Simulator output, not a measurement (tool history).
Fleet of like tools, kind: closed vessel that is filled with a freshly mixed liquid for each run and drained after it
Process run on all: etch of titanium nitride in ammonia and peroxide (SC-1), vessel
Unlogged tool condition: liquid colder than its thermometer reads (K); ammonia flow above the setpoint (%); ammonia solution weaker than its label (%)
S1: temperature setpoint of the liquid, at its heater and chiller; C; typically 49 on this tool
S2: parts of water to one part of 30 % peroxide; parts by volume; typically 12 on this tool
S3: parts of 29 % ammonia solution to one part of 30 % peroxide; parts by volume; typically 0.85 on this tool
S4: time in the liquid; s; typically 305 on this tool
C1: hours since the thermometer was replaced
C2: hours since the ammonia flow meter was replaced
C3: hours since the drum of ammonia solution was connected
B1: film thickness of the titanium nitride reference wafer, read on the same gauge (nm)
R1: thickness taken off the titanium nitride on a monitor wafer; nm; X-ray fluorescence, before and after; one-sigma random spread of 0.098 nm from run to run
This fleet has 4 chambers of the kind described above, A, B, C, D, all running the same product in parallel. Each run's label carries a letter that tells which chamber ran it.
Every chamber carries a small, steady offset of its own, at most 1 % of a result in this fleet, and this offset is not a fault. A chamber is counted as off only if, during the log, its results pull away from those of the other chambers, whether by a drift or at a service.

run,hour,S1,S2,S3,S4,C1,C2,C3,B1,R1
1B,8.5,49,12,0.85,305,782.1,1444.5,204.4,50.013,15.41
2D,14.4,49,12,0.85,305,109.1,2150.9,206.4,50.001,15.83
# hour 19.9: chamber C: thermometer replaced
3A,21.8,49,12,0.85,305,343.3,441.1,480.8,50.003,15.491
4C,26.3,49,12,0.85,305,6.5,1154.7,89.2,50.009,15.545
5A,36.1,49,12,0.85,305,357.6,455.4,495.1,50.011,15.273
6C,42.4,49,12,0.85,305,22.6,1170.8,105.3,49.993,15.444
7B,47.1,49,12,0.85,305,820.7,1483.1,243,49.996,15.517
8D,53.6,49,12,0.85,305,148.3,2190.1,245.6,50.018,15.805
9A,62.4,49,14,0.7,305,383.9,481.7,521.4,49.978,13.692
# hour 64.8: chamber D: new drum of ammonia solution connected
# hour 70.4: chamber D: ammonia flow meter replaced
10D,71.4,49,14,0.7,305,166.1,1.1,6.7,50.016,14.079
11C,79.4,49,14,0.7,305,59.6,1207.8,142.3,50.006,13.836
12B,85.3,49,14,0.7,305,858.9,1521.3,281.2,49.996,13.576
13B,93,49,12,0.85,160,866.6,1529,288.9,49.994,8.0135
14A,97.4,49,12,0.85,160,418.9,516.7,556.4,50.019,8.1145
15C,106.4,49,12,0.85,160,86.6,1234.8,169.3,49.997,8.1844
16D,115.9,49,12,0.85,160,210.6,45.6,51.2,49.996,8.2161
17A,121.5,49,12,0.85,305,443,540.8,580.5,50.003,15.548
# hour 128: chamber B: new drum of ammonia solution connected
18C,128.8,49,12,0.85,305,109,1257.2,191.7,50.007,15.5
19D,137.3,49,12,0.85,305,232,67,72.6,50,15.563
20B,142.2,49,12,0.85,305,915.8,1578.2,14.2,49.989,15.103
21C,147.4,49,12,0.85,305,127.6,1275.8,210.3,49.995,15.428
22D,154.5,49,12,0.85,305,249.2,84.2,89.8,50.009,15.559
23B,160.3,49,12,0.85,305,933.9,1596.3,32.3,50.014,14.956
24A,169.6,49,16.5,0.85,245,491.1,588.9,628.6,50.003,10.549
25B,175.7,49,16.5,0.85,245,949.3,1611.7,47.7,50.009,10.152
26A,184.8,49,16.5,0.85,245,506.3,604.1,643.8,50.007,10.485
27C,189.9,49,16.5,0.85,245,170.1,1318.3,252.8,49.987,10.641
28D,197.1,39.5,12,0.85,305,291.8,126.8,132.4,50.003,7.9312
29B,202.2,39.5,12,0.85,305,975.8,1638.2,74.2,49.988,7.5191
30A,210.9,39.5,12,0.85,305,532.4,630.2,669.9,50.025,7.8146
31D,219.7,39.5,12,0.85,305,314.4,149.4,155,50.017,7.8861
32C,226.4,49,12,0.85,305,206.6,1354.8,289.3,50.021,15.519
33A,231.6,49,12,0.85,305,553.1,650.9,690.6,49.98,15.651
34D,240.1,49,12,0.85,305,334.8,169.8,175.4,50.007,15.751
35B,247.3,49,9.5,0.85,410,1020.9,1683.3,119.3,49.995,22.435
36C,251.9,49,9.5,0.85,410,232.1,1380.3,314.8,49.979,23.79
37B,260,49,9.5,0.85,410,1033.6,1696,132,49.984,22.003
38C,268.6,49,9.5,0.85,410,248.8,1397,331.5,50.008,23.359

Is one chamber out of step, is the gauge drifting, or do the chambers differ by no more than their own small offsets? For an off chamber, give its letter and the likeliest cause.

Chamber B drifts away from the others.
Most likely cause: liquid colder than its thermometer reads (K) = 0.945.

Chamber B could run next with any of the 4 candidate recipes listed below; each alters the usual settings, and their results appear as question marks. Which one brings its results back in line with what the other chambers deliver on the usual settings?
Counts as in line when no further than this from what the other chambers average on the usual settings: R1 0.34 nm
39B-1,275.7,48,12,0.85,290,,,,,?
39B-2,275.7,49,12,0.85,345,,,,,?
39B-3,275.7,49.5,12,0.85,315,,,,,?
39B-4,275.7,48.5,12,0.85,295,,,,,?

The other chambers' mean on the usual settings: R1 15.548 nm
run,R1
39B-1,12.876
39B-2,16.441
39B-3,15.538
39B-4,13.57
Change 39B-3 lands the chamber within the allowed miss of the other chambers.

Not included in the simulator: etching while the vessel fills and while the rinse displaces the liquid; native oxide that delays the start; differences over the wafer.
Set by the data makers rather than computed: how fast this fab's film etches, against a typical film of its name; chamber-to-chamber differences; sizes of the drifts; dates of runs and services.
